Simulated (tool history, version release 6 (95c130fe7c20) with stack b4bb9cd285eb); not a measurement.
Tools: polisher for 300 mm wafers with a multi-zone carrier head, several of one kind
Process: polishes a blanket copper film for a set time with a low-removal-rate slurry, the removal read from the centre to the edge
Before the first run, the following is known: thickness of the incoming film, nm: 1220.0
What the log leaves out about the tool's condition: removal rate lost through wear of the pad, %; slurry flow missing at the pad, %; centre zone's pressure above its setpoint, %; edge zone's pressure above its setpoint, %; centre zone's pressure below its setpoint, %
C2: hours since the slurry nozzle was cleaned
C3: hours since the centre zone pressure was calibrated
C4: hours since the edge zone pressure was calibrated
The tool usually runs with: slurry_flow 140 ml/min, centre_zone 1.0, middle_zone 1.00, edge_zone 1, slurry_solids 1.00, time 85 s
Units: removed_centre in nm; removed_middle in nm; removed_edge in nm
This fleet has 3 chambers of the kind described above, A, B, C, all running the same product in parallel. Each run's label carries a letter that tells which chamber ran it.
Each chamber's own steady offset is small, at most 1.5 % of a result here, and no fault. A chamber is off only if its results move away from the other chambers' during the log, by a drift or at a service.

run 1C hour=9.7 | slurry_flow=140 centre_zone=1.0 middle_zone=1.00 edge_zone=1 slurry_solids=1.00 time=85 | wafers_polished_on_this_pad=330 C2=493.1 C3=1208.8 C4=144.0 | removed_centre=302.18 removed_middle=304.31 removed_edge=306.28
run 2A hour=18.0 | slurry_flow=140 centre_zone=1.0 middle_zone=1.00 edge_zone=1 slurry_solids=1.00 time=85 | wafers_polished_on_this_pad=344 C2=68.0 C3=151.1 C4=133.4 | removed_centre=306.13 removed_middle=305.45 removed_edge=304.34
run 3B hour=24.9 | slurry_flow=140 centre_zone=1.0 middle_zone=1.00 edge_zone=1 slurry_solids=1.00 time=85 | wafers_polished_on_this_pad=591 C2=395.5 C3=54.5 C4=1210.4 | removed_centre=306.15 removed_middle=304.81 removed_edge=311.50
run 4A hour=32.3 | slurry_flow=140 centre_zone=1.0 middle_zone=1.00 edge_zone=1 slurry_solids=1.00 time=85 | wafers_polished_on_this_pad=513 C2=82.3 C3=165.4 C4=147.7 | removed_centre=304.73 removed_middle=307.82 removed_edge=300.49
run 5C hour=37.5 | slurry_flow=140 centre_zone=1.0 middle_zone=1.00 edge_zone=1 slurry_solids=1.00 time=85 | wafers_polished_on_this_pad=660 C2=520.9 C3=1236.6 C4=171.8 | removed_centre=303.09 removed_middle=304.74 removed_edge=307.01
run 6B hour=42.6 | slurry_flow=140 centre_zone=1.0 middle_zone=1.00 edge_zone=1 slurry_solids=1.00 time=85 | wafers_polished_on_this_pad=801 C2=413.2 C3=72.2 C4=1228.1 | removed_centre=308.75 removed_middle=310.56 removed_edge=306.27
run 7A hour=47.0 | slurry_flow=140 centre_zone=1.0 middle_zone=1.00 edge_zone=1 slurry_solids=1.00 time=85 | wafers_polished_on_this_pad=688 C2=97.0 C3=180.1 C4=162.4 | removed_centre=311.10 removed_middle=308.48 removed_edge=307.94
run 8B hour=52.2 | slurry_flow=140 centre_zone=1.0 middle_zone=1.00 edge_zone=1 slurry_solids=1.00 time=85 | wafers_polished_on_this_pad=915 C2=422.8 C3=81.8 C4=1237.7 | removed_centre=304.34 removed_middle=306.69 removed_edge=307.75
-- hour=56.1 chamber A: worn pad replaced by a new one
run 9C hour=59.6 | slurry_flow=140 centre_zone=1.0 middle_zone=1.00 edge_zone=1 slurry_solids=1.00 time=85 | wafers_polished_on_this_pad=922 C2=543.0 C3=1258.7 C4=193.9 | removed_centre=304.26 removed_middle=305.93 removed_edge=301.36
run 10C hour=67.6 | slurry_flow=120 centre_zone=0.9 middle_zone=1.00 edge_zone=1 slurry_solids=1.00 time=85 | wafers_polished_on_this_pad=1017 C2=551.0 C3=1266.7 C4=201.9 | removed_centre=255.41 removed_middle=294.31 removed_edge=298.62
run 11B hour=74.2 | slurry_flow=120 centre_zone=0.9 middle_zone=1.00 edge_zone=1 slurry_solids=1.00 time=85 | wafers_polished_on_this_pad=1176 C2=444.8 C3=103.8 C4=1259.7 | removed_centre=262.94 removed_middle=296.51 removed_edge=301.28
run 12A hour=83.4 | slurry_flow=120 centre_zone=0.9 middle_zone=1.00 edge_zone=1 slurry_solids=1.00 time=85 | wafers_polished_on_this_pad=324 C2=133.4 C3=216.5 C4=198.8 | removed_centre=261.26 removed_middle=298.31 removed_edge=303.84
-- hour=85.5 chamber B: worn pad replaced by a new one
run 13A hour=89.0 | slurry_flow=140 centre_zone=1.0 middle_zone=1.00 edge_zone=1 slurry_solids=1.00 time=85 | wafers_polished_on_this_pad=390 C2=139.0 C3=222.1 C4=204.4 | removed_centre=300.95 removed_middle=307.76 removed_edge=308.99
run 14C hour=94.5 | slurry_flow=140 centre_zone=1.0 middle_zone=1.00 edge_zone=1 slurry_solids=1.00 time=85 | wafers_polished_on_this_pad=1336 C2=577.9 C3=1293.6 C4=228.8 | removed_centre=301.77 removed_middle=310.04 removed_edge=308.71
run 15B hour=100.7 | slurry_flow=140 centre_zone=1.0 middle_zone=1.00 edge_zone=1 slurry_solids=1.00 time=85 | wafers_polished_on_this_pad=180 C2=471.3 C3=130.3 C4=1286.2 | removed_centre=303.60 removed_middle=302.33 removed_edge=310.57
run 16A hour=106.2 | slurry_flow=140 centre_zone=1.0 middle_zone=1.00 edge_zone=1 slurry_solids=1.00 time=85 | wafers_polished_on_this_pad=594 C2=156.2 C3=239.3 C4=221.6 | removed_centre=306.89 removed_middle=304.60 removed_edge=305.06
run 17B hour=110.8 | slurry_flow=140 centre_zone=1.0 middle_zone=1.00 edge_zone=1 slurry_solids=1.00 time=85 | wafers_polished_on_this_pad=300 C2=481.4 C3=140.4 C4=1296.3 | removed_centre=313.10 removed_middle=305.90 removed_edge=309.87
-- hour=111.9 chamber C: worn pad replaced by a new one
-- hour=115.1 chamber A: worn pad replaced by a new one
run 18C hour=115.7 | slurry_flow=140 centre_zone=1.0 middle_zone=1.00 edge_zone=1 slurry_solids=1.00 time=85 | wafers_polished_on_this_pad=45 C2=599.1 C3=1314.8 C4=250.0 | removed_centre=305.26 removed_middle=307.46 removed_edge=299.20
-- hour=121.0 chamber C: centre zone pressure recalibrated
run 19A hour=121.8 | slurry_flow=140 centre_zone=1.0 middle_zone=1.00 edge_zone=1 slurry_solids=1.00 time=85 | wafers_polished_on_this_pad=80 C2=171.8 C3=254.9 C4=237.2 | removed_centre=302.74 removed_middle=309.71 removed_edge=312.51
run 20B hour=126.9 | slurry_flow=140 centre_zone=1.0 middle_zone=1.00 edge_zone=1 slurry_solids=1.00 time=85 | wafers_polished_on_this_pad=491 C2=497.5 C3=156.5 C4=1312.4 | removed_centre=310.72 removed_middle=304.10 removed_edge=306.64
-- hour=131.9 chamber B: edge zone pressure recalibrated
run 21C hour=133.4 | slurry_flow=140 centre_zone=1.0 middle_zone=0.94 edge_zone=1 slurry_solids=1.00 time=85 | wafers_polished_on_this_pad=255 C2=616.8 C3=12.4 C4=267.7 | removed_centre=264.37 removed_middle=290.94 removed_edge=311.47
run 22A hour=139.5 | slurry_flow=140 centre_zone=1.0 middle_zone=0.94 edge_zone=1 slurry_solids=1.00 time=85 | wafers_polished_on_this_pad=290 C2=189.5 C3=272.6 C4=254.9 | removed_centre=305.96 removed_middle=291.44 removed_edge=311.43
run 23C hour=148.2 | slurry_flow=140 centre_zone=1.0 middle_zone=0.94 edge_zone=1 slurry_solids=1.00 time=85 | wafers_polished_on_this_pad=430 C2=631.6 C3=27.2 C4=282.5 | removed_centre=267.84 removed_middle=294.11 removed_edge=302.76
run 24B hour=157.5 | slurry_flow=140 centre_zone=1.0 middle_zone=1.00 edge_zone=1 slurry_solids=1.00 time=85 | wafers_polished_on_this_pad=854 C2=528.1 C3=187.1 C4=25.7 | removed_centre=303.22 removed_middle=307.22 removed_edge=306.62
run 25C hour=167.1 | slurry_flow=140 centre_zone=1.0 middle_zone=1.00 edge_zone=1 slurry_solids=1.00 time=85 | wafers_polished_on_this_pad=655 C2=650.5 C3=46.1 C4=301.4 | removed_centre=262.28 removed_middle=301.24 removed_edge=311.30
run 26B hour=175.2 | slurry_flow=140 centre_zone=1.0 middle_zone=1.00 edge_zone=1 slurry_solids=1.00 time=85 | wafers_polished_on_this_pad=1064 C2=545.8 C3=204.8 C4=43.4 | removed_centre=306.51 removed_middle=306.19 removed_edge=309.79
-- hour=175.7 chamber A: worn pad replaced by a new one
-- hour=177.0 chamber B: worn pad replaced by a new one
run 27A hour=183.4 | slurry_flow=140 centre_zone=1.0 middle_zone=1.00 edge_zone=1 slurry_solids=1.00 time=85 | wafers_polished_on_this_pad=91 C2=233.4 C3=316.5 C4=298.8 | removed_centre=308.47 removed_middle=305.00 removed_edge=301.30
run 28B hour=190.3 | slurry_flow=140 centre_zone=1.0 middle_zone=1.00 edge_zone=1 slurry_solids=1.00 time=85 | wafers_polished_on_this_pad=157 C2=560.9 C3=219.9 C4=58.5 | removed_centre=308.62 removed_middle=303.99 removed_edge=311.89
run 29C hour=197.6 | slurry_flow=140 centre_zone=1.0 middle_zone=1.00 edge_zone=1 slurry_solids=0.85 time=64 | wafers_polished_on_this_pad=1016 C2=681.0 C3=76.6 C4=331.9 | removed_centre=194.58 removed_middle=222.16 removed_edge=225.43
run 30A hour=203.8 | slurry_flow=140 centre_zone=1.0 middle_zone=1.00 edge_zone=1 slurry_solids=0.85 time=64 | wafers_polished_on_this_pad=333 C2=253.8 C3=336.9 C4=319.2 | removed_centre=222.00 removed_middle=221.16 removed_edge=225.60
run 31B hour=210.7 | slurry_flow=140 centre_zone=1.0 middle_zone=1.00 edge_zone=1 slurry_solids=0.85 time=64 | wafers_polished_on_this_pad=399 C2=581.3 C3=240.3 C4=78.9 | removed_centre=226.62 removed_middle=223.03 removed_edge=230.72
run 32C hour=219.8 | slurry_flow=140 centre_zone=1.0 middle_zone=1.00 edge_zone=1 slurry_solids=1.00 time=85 | wafers_polished_on_this_pad=1280 C2=703.2 C3=98.8 C4=354.1 | removed_centre=259.67 removed_middle=305.16 removed_edge=306.61
run 33A hour=226.7 | slurry_flow=140 centre_zone=1.0 middle_zone=1.00 edge_zone=1 slurry_solids=1.00 time=85 | wafers_polished_on_this_pad=605 C2=276.7 C3=359.8 C4=342.1 | removed_centre=302.84 removed_middle=304.81 removed_edge=305.86
-- hour=227.0 chamber C: worn pad replaced by a new one
-- hour=229.5 chamber A: worn pad replaced by a new one
run 34B hour=232.5 | slurry_flow=140 centre_zone=1.0 middle_zone=1.00 edge_zone=1 slurry_solids=1.00 time=85 | wafers_polished_on_this_pad=658 C2=603.1 C3=262.1 C4=100.7 | removed_centre=305.28 removed_middle=306.07 removed_edge=311.70
run 35C hour=236.9 | slurry_flow=140 centre_zone=1.0 middle_zone=1.00 edge_zone=1 slurry_solids=1.00 time=85 | wafers_polished_on_this_pad=118 C2=720.3 C3=115.9 C4=371.2 | removed_centre=263.49 removed_middle=307.45 removed_edge=311.31
-- hour=239.0 chamber A: edge zone pressure recalibrated
run 36A hour=245.6 | slurry_flow=140 centre_zone=1.0 middle_zone=1.00 edge_zone=1 slurry_solids=1.00 time=85 | wafers_polished_on_this_pad=191 C2=295.6 C3=378.7 C4=6.7 | removed_centre=307.67 removed_middle=306.31 removed_edge=309.37
run 37A hour=251.1 | slurry_flow=140 centre_zone=1.0 middle_zone=1.00 edge_zone=1 slurry_solids=1.00 time=85 | wafers_polished_on_this_pad=256 C2=301.1 C3=384.2 C4=12.2 | removed_centre=301.16 removed_middle=309.71 removed_edge=303.74
run 38C hour=258.3 | slurry_flow=140 centre_zone=1.0 middle_zone=1.00 edge_zone=1 slurry_solids=1.00 time=85 | wafers_polished_on_this_pad=372 C2=741.7 C3=137.3 C4=392.6 | removed_centre=259.14 removed_middle=308.20 removed_edge=304.98
-- hour=261.1 chamber B: worn pad replaced by a new one
run 39B hour=263.3 | slurry_flow=140 centre_zone=1.0 middle_zone=1.00 edge_zone=1 slurry_solids=1.00 time=85 | wafers_polished_on_this_pad=26 C2=633.9 C3=292.9 C4=131.5 | removed_centre=307.75 removed_middle=307.70 removed_edge=305.89

One chamber off, gauge drift, or nothing amiss beyond the chambers' own small offsets? If it is a chamber, which one, and what is the likeliest cause?

The work done on chamber C during a service left it standing apart from the others.
Most likely cause: centre zone's pressure below its setpoint, % = 12.

Which of the 4 candidates below, each the usual settings with something changed and its results left as question marks, puts chamber C back in line with what the other chambers give on the usual settings?
In-line tolerance around the mean of the other chambers on the usual settings: removed_centre 13.00 nm; removed_middle 9.70 nm; removed_edge 13.00 nm
run 40C-1 hour=270.4 | slurry_flow=130 centre_zone=0.89 middle_zone=1.03 edge_zone=1.03 slurry_solids=1.00 time=84 | removed_centre=? removed_middle=? removed_edge=?
run 40C-2 hour=270.4 | slurry_flow=130 centre_zone=0.84 middle_zone=1.05 edge_zone=1.05 slurry_solids=1.00 time=82 | removed_centre=? removed_middle=? removed_edge=?
run 40C-3 hour=270.4 | slurry_flow=155 centre_zone=1.17 middle_zone=0.94 edge_zone=0.94 slurry_solids=1.00 time=88 | removed_centre=? removed_middle=? removed_edge=?
run 40C-4 hour=270.4 | slurry_flow=150 centre_zone=1.11 middle_zone=0.97 edge_zone=0.97 slurry_solids=1.00 time=86 | removed_centre=? removed_middle=? removed_edge=?

Usual-settings mean across the other chambers: removed_centre 305.78 nm; removed_middle 306.03 nm; removed_edge 308.10 nm
run=40C-1 removed_centre=223.36 removed_middle=306.69 removed_edge=301.39
run=40C-2 removed_centre=204.19 removed_middle=304.74 removed_edge=297.12
run=40C-3 removed_centre=330.24 removed_middle=306.02 removed_edge=309.35
run=40C-4 removed_centre=302.51 removed_middle=305.86 removed_edge=305.69
The right change is 40C-4: it brings the chamber back within the allowed miss of the others.

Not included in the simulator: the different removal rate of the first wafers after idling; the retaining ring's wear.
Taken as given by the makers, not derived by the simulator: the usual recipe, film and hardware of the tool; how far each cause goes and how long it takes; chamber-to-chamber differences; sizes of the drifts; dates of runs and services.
